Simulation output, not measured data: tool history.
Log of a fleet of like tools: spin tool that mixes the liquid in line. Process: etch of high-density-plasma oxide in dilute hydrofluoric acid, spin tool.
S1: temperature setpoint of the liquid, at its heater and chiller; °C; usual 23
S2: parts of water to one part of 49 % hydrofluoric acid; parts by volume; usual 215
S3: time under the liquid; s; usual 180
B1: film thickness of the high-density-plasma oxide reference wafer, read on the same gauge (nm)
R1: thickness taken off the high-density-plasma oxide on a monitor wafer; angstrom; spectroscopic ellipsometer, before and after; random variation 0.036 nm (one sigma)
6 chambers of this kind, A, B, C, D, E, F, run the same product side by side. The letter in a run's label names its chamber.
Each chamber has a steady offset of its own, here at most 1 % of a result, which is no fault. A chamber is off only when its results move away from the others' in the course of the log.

run 1B hour=6.8 | S1=23 S2=215 S3=180 | B1=50 | R1=36.068
run 2A hour=13.2 | S1=23 S2=215 S3=180 | B1=50.017 | R1=36.107
run 3E hour=21 | S1=23 S2=215 S3=180 | B1=50.006 | R1=36.475
run 4F hour=27.1 | S1=23 S2=215 S3=180 | B1=50.007 | R1=36.296
run 5C hour=34.9 | S1=19 S2=215 S3=80 | B1=50 | R1=13.791
run 6D hour=39.7 | S1=19 S2=215 S3=80 | B1=49.975 | R1=13.659
run 7F hour=46.3 | S1=19 S2=215 S3=80 | B1=50.039 | R1=14.137
run 8B hour=56.1 | S1=19 S2=215 S3=80 | B1=50.028 | R1=14.021
run 9E hour=62.2 | S1=19 S2=215 S3=80 | B1=49.971 | R1=13.621
run 10D hour=70.2 | S1=19 S2=215 S3=80 | B1=49.976 | R1=14.068
run 11C hour=76.3 | S1=23 S2=215 S3=180 | B1=50.009 | R1=35.82
run 12A hour=81.7 | S1=23 S2=215 S3=180 | B1=50 | R1=36.598
run 13C hour=89 | S1=23 S2=215 S3=180 | B1=49.975 | R1=35.758
run 14B hour=95.9 | S1=23 S2=215 S3=180 | B1=49.982 | R1=36.657
run 15A hour=101.1 | S1=23 S2=300 S3=85 | B1=49.973 | R1=11.295
run 16E hour=106.3 | S1=23 S2=300 S3=85 | B1=49.977 | R1=11.155
run 17F hour=111.9 | S1=23 S2=300 S3=85 | B1=49.995 | R1=11.226
run 18D hour=118 | S1=23 S2=300 S3=85 | B1=50.002 | R1=11.3
run 19B hour=126.4 | S1=23 S2=300 S3=85 | B1=50.01 | R1=11.906
run 20F hour=135 | S1=23 S2=300 S3=85 | B1=50.016 | R1=11.225
run 21E hour=144.3 | S1=23 S2=215 S3=180 | B1=50 | R1=35.495
run 22C hour=152.9 | S1=23 S2=215 S3=180 | B1=49.996 | R1=35.911
run 23D hour=158.7 | S1=23 S2=215 S3=180 | B1=50.011 | R1=35.859
run 24A hour=166.5 | S1=23 S2=215 S3=180 | B1=49.997 | R1=36.035
run 25A hour=175.6 | S1=23 S2=215 S3=180 | B1=49.993 | R1=35.902
run 26D hour=184 | S1=23 S2=215 S3=180 | B1=50.029 | R1=35.91
run 27C hour=191.9 | S1=23 S2=215 S3=180 | B1=49.995 | R1=35.868
run 28F hour=201.4 | S1=23 S2=215 S3=180 | B1=50.01 | R1=36.747
run 29E hour=211.3 | S1=23 S2=215 S3=180 | B1=49.953 | R1=35.851
run 30B hour=218.2 | S1=23 S2=215 S3=180 | B1=50.041 | R1=37.527
run 31F hour=224.5 | S1=23 S2=215 S3=180 | B1=49.966 | R1=36.544
run 32A hour=230.8 | S1=23 S2=215 S3=180 | B1=49.974 | R1=36.771
run 33B hour=238.5 | S1=23 S2=215 S3=180 | B1=50 | R1=38.875
run 34C hour=245.4 | S1=23 S2=215 S3=180 | B1=49.989 | R1=35.64
run 35D hour=250 | S1=23 S2=215 S3=180 | B1=50.061 | R1=36.257
run 36E hour=259.6 | S1=23 S2=215 S3=180 | B1=49.981 | R1=36.177

All 6 chambers run these settings next. Forecast each chamber's results:
run 37A hour=266.9 | S1=23 S2=215 S3=180 | R1=?
run 37B hour=266.9 | S1=23 S2=215 S3=180 | R1=?
run 37C hour=266.9 | S1=23 S2=215 S3=180 | R1=?
run 37D hour=266.9 | S1=23 S2=215 S3=180 | R1=?
run 37E hour=266.9 | S1=23 S2=215 S3=180 | R1=?
run 37F hour=266.9 | S1=23 S2=215 S3=180 | R1=?

run=37A R1=36.312
run=37B R1=37.815
run=37C R1=35.69
run=37D R1=36.044
run=37E R1=36.095
run=37F R1=36.649
